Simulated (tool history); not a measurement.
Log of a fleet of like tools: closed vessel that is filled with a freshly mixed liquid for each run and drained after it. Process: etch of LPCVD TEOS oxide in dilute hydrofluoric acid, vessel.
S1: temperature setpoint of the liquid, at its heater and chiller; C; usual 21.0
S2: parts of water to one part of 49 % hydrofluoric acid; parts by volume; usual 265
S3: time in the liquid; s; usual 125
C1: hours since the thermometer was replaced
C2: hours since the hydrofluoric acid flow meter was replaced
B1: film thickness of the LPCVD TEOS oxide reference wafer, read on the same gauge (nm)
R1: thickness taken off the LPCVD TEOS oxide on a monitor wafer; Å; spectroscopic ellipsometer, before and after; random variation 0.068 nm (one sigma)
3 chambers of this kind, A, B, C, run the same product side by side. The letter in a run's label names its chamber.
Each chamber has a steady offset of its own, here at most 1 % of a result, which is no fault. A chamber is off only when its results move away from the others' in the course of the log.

run 1C hour=6.0 | S1=21.0 S2=265 S3=125 | C1=656.7 C2=112.5 | B1=39.997 | R1=160.960
run 2B hour=11.9 | S1=21.0 S2=265 S3=125 | C1=1234.6 C2=854.3 | B1=39.995 | R1=161.460
run 3A hour=17.0 | S1=21.0 S2=265 S3=125 | C1=403.0 C2=415.5 | B1=40.001 | R1=159.400
run 4A hour=22.1 | S1=21.0 S2=265 S3=125 | C1=408.1 C2=420.6 | B1=39.992 | R1=158.530
run 5B hour=27.2 | S1=21.0 S2=265 S3=125 | C1=1249.9 C2=869.6 | B1=40.008 | R1=159.520
run 6C hour=35.6 | S1=21.0 S2=265 S3=125 | C1=686.3 C2=142.1 | B1=39.978 | R1=160.470
run 7B hour=42.5 | S1=21.0 S2=265 S3=125 | C1=1265.2 C2=884.9 | B1=40.001 | R1=160.040
run 8A hour=51.6 | S1=21.0 S2=265 S3=70 | C1=437.6 C2=450.1 | B1=39.980 | R1=89.303
run 9C hour=58.5 | S1=21.0 S2=265 S3=70 | C1=709.2 C2=165.0 | B1=39.986 | R1=90.268
-- hour=64.6 chamber A: hydrofluoric acid flow meter replaced
run 10B hour=67.8 | S1=21.0 S2=265 S3=70 | C1=1290.5 C2=910.2 | B1=40.000 | R1=90.859
run 11A hour=75.9 | S1=21.0 S2=265 S3=125 | C1=461.9 C2=11.3 | B1=39.968 | R1=158.430
run 12C hour=84.4 | S1=21.0 S2=265 S3=125 | C1=735.1 C2=190.9 | B1=40.028 | R1=160.900
run 13C hour=93.6 | S1=21.0 S2=265 S3=125 | C1=744.3 C2=200.1 | B1=40.005 | R1=159.960
run 14A hour=100.7 | S1=21.0 S2=265 S3=125 | C1=486.7 C2=36.1 | B1=40.016 | R1=159.310
run 15B hour=105.2 | S1=21.0 S2=265 S3=125 | C1=1327.9 C2=947.6 | B1=40.010 | R1=164.540
run 16B hour=111.7 | S1=19.0 S2=265 S3=125 | C1=1334.4 C2=954.1 | B1=39.989 | R1=153.100
run 17A hour=120.9 | S1=19.0 S2=265 S3=125 | C1=506.9 C2=56.3 | B1=39.985 | R1=147.240
run 18C hour=125.8 | S1=19.0 S2=265 S3=125 | C1=776.5 C2=232.3 | B1=40.001 | R1=148.410
run 19B hour=132.7 | S1=21.0 S2=360 S3=70 | C1=1355.4 C2=975.1 | B1=39.985 | R1=62.219
-- hour=137.7 chamber A: thermometer replaced
run 20C hour=141.6 | S1=21.0 S2=360 S3=70 | C1=792.3 C2=248.1 | B1=40.004 | R1=60.977
run 21A hour=150.4 | S1=21.0 S2=360 S3=70 | C1=12.7 C2=85.8 | B1=40.015 | R1=60.087
run 22C hour=159.8 | S1=25.5 S2=140 S3=125 | C1=810.5 C2=266.3 | B1=39.993 | R1=406.530
run 23A hour=166.4 | S1=25.5 S2=140 S3=125 | C1=28.7 C2=101.8 | B1=39.999 | R1=413.130
run 24B hour=173.9 | S1=25.5 S2=140 S3=125 | C1=1396.6 C2=1016.3 | B1=39.985 | R1=429.740
run 25B hour=182.7 | S1=21.0 S2=265 S3=125 | C1=1405.4 C2=1025.1 | B1=40.010 | R1=166.090
run 26C hour=193.1 | S1=21.0 S2=265 S3=125 | C1=843.8 C2=299.6 | B1=39.996 | R1=159.700
run 27A hour=200.4 | S1=21.0 S2=265 S3=125 | C1=62.7 C2=135.8 | B1=40.008 | R1=159.720
run 28C hour=206.7 | S1=21.0 S2=265 S3=125 | C1=857.4 C2=313.2 | B1=40.011 | R1=161.200
run 29B hour=213.9 | S1=21.0 S2=265 S3=125 | C1=1436.6 C2=1056.3 | B1=39.990 | R1=167.470

Next, every chamber runs the same settings. What will each give?
run 30A hour=221.5 | S1=21.0 S2=265 S3=125 | R1=?
run 30B hour=221.5 | S1=21.0 S2=265 S3=125 | R1=?
run 30C hour=221.5 | S1=21.0 S2=265 S3=125 | R1=?

run=30A R1=158.310
run=30B R1=168.990
run=30C R1=159.120
